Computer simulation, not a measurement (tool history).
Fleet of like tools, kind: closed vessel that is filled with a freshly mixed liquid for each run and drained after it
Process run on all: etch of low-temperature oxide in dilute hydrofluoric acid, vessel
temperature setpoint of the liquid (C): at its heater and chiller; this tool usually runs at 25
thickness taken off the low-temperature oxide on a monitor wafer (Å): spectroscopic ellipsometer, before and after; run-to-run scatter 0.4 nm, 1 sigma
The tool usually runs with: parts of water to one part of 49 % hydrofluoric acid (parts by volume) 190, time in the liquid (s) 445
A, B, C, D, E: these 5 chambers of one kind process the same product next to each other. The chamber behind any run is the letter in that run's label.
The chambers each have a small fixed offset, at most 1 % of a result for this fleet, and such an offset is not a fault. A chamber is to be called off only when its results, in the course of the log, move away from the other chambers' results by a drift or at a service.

run   hour  temperature setpoint of the liquid (C)  parts of water to one part of 49 % hydrofluoric acid (parts by volume)  time in the liquid (s)  read-back film thickness of the low-temperature oxide reference wafer, read on the same gauge (nm)  thickness taken off the low-temperature oxide on a monitor wafer (Å)
 1C    5.5                                      25                                                                     190                     445                                                                                              59.993                                                                528.62
 2E   10.9                                      25                                                                     190                     445                                                                                              59.967                                                                 525.5
 3B     17                                      25                                                                     190                     445                                                                                               59.99                                                                529.47
 4A   22.5                                      25                                                                     190                     445                                                                                              60.026                                                                536.76
 5D   28.2                                      25                                                                     280                     445                                                                                              60.028                                                                333.12
 6E   34.8                                      25                                                                     280                     445                                                                                              59.984                                                                332.45
 7C   40.9                                      25                                                                     280                     445                                                                                              60.021                                                                330.73
 8D   46.8                                      25                                                                     280                     445                                                                                              59.994                                                                336.44
 9A   52.9                                      25                                                                     280                     445                                                                                              60.005                                                                332.79
10B     58                                      25                                                                     190                     445                                                                                              60.016                                                                 535.3
11E   65.4                                      25                                                                     190                     445                                                                                               60.02                                                                531.53
12B   72.8                                      25                                                                     190                     445                                                                                              59.962                                                                524.09
13A   79.1                                      25                                                                     190                     445                                                                                              60.011                                                                537.68
14C   86.5                                      25                                                                     190                     445                                                                                              60.014                                                                534.95
15D   90.1                                      23                                                                     190                     595                                                                                              59.986                                                                663.47
16D   97.5                                      23                                                                     190                     595                                                                                              60.007                                                                670.08
17B  105.2                                      23                                                                     190                     595                                                                                              59.993                                                                656.12
     105.3  -- chamber D: hydrofluoric acid flow meter replaced
18A  111.6                                      23                                                                     190                     595                                                                                               59.99                                                                668.05
19E  117.8                                      23                                                                     190                     595                                                                                              59.977                                                                660.04
20C  123.1                                      25                                                                     190                     445                                                                                              60.005                                                                540.93
21A  128.5                                    20.5                                                                     190                     445                                                                                              59.965                                                                451.58
22B  132.1                                    20.5                                                                     190                     445                                                                                              60.008                                                                444.13
23C  140.1                                    20.5                                                                     190                     445                                                                                              60.002                                                                454.89
24D  147.3                                    20.5                                                                     190                     445                                                                                              59.996                                                                445.57
25E  152.6                                    20.5                                                                     190                     445                                                                                               60.01                                                                451.17
26E  159.9                                      25                                                                     190                     445                                                                                              59.985                                                                530.56
27D  166.8                                      25                                                                     190                     320                                                                                              60.006                                                                383.98
28B  170.8                                      25                                                                     190                     320                                                                                              59.988                                                                380.93
29C  177.5                                      25                                                                     190                     320                                                                                              60.025                                                                379.52
30A  183.1                                      25                                                                     190                     320                                                                                              60.014                                                                384.32
31E  190.3                                      25                                                                     190                     320                                                                                                  60                                                                384.43

One chamber off, gauge drift, or nothing amiss beyond the chambers' own small offsets? If it is a chamber, which one, and what is the likeliest cause?

No chamber is off and the gauge is stable; the differences are just each chamber's small, constant offset.
